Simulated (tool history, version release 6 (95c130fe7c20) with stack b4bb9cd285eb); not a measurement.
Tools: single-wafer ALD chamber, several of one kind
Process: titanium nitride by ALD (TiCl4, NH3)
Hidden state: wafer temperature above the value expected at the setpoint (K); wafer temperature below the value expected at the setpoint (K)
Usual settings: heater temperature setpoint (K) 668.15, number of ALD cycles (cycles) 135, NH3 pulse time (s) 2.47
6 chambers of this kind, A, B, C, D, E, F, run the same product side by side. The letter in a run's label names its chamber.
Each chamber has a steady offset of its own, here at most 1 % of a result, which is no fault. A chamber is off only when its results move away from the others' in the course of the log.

run	hour	heater temperature setpoint (K)	number of ALD cycles (cycles)	NH3 pulse time (s)	hours since the last thermocouple change	read-back reference wafer on the same gauge, thickness_nm	mean film thickness on the monitor wafer (angstrom)
1E	9.9	668.15	135	2.47	421.8	3.2804	30.117
2D	25.7	668.15	135	2.47	343.4	3.2808	29.954
3A	41.6	668.15	135	2.47	539.3	3.2808	30.166
4C	51.3	668.15	135	2.47	969.8	3.2821	30.119
5B	60.2	668.15	135	2.47	574.3	3.2823	29.981
6F	74.6	668.15	124	2.94	1385.9	3.2842	27.613
7D	83.5	668.15	124	2.94	401.2	3.2825	27.734
8C	95.9	668.15	124	2.94	1014.4	3.2842	27.868
9B	104.4	668.15	124	2.94	618.5	3.2843	27.729
10E	111.9	668.15	124	2.94	523.8	3.284	27.923
11F	121.5	668.15	124	2.94	1432.8	3.2843	27.571
12A	129.9	668.15	135	2.07	627.6	3.2849	30.023
13C	140.9	668.15	135	2.07	1059.4	3.2854	29.929
14E	155.1	668.15	135	2.07	567	3.2852	29.979
15D	166.1	668.15	135	2.07	483.8	3.2858	29.716
16A	176.1	668.15	135	2.07	673.8	3.2862	30.056
17B	190.5	668.15	135	2.07	704.6	3.2878	29.784
18F	204.7	668.15	135	2.47	1516	3.2872	29.824
19A	212.9	668.15	135	2.47	710.6	3.2883	30.219
20C	226.9	668.15	135	2.47	1145.4	3.2893	30.144
21F	234	675.15	135	3.03	1545.3	3.2888	30.306
22E	250.1	675.15	135	3.03	662	3.2902	30.579
23D	260.9	675.15	135	3.03	578.6	3.29	30.302
24B	274.9	675.15	135	3.03	789	3.2897	30.355
25C	291	675.15	135	3.03	1209.5	3.2917	30.517
26D	304.2	675.15	135	3.03	621.9	3.2915	30.26
27A	316.1	668.15	135	2.47	813.8	3.2917	30.249
28F	325.4	668.15	135	2.47	1636.7	3.2919	30.033
29B	339.8	680.15	135	2.47	853.9	3.2933	30.18
30E	352.6	680.15	135	2.47	764.5	3.2942	30.414
31A	368	680.15	135	2.47	865.7	3.2939	30.438
32F	379.4	680.15	135	2.47	1690.7	3.2945	30.096
33D	388.7	680.15	135	2.47	706.4	3.2953	30.226
34E	401.5	680.15	135	2.47	813.4	3.2957	30.421
35C	414	668.15	155	2.92	1332.5	3.2952	34.942
36B	426.1	668.15	155	2.92	940.2	3.2961	34.733
37E	437	668.15	155	2.92	848.9	3.2969	35.027

What goes on in this fleet: one chamber off, a drifting gauge, or nothing beyond the chambers' own small offsets? Name the chamber and the cause, if any.

The gauge drifts, so all chambers seem to drift together. No chamber is off.
Cause: gauge reads high (%) = 0.525.
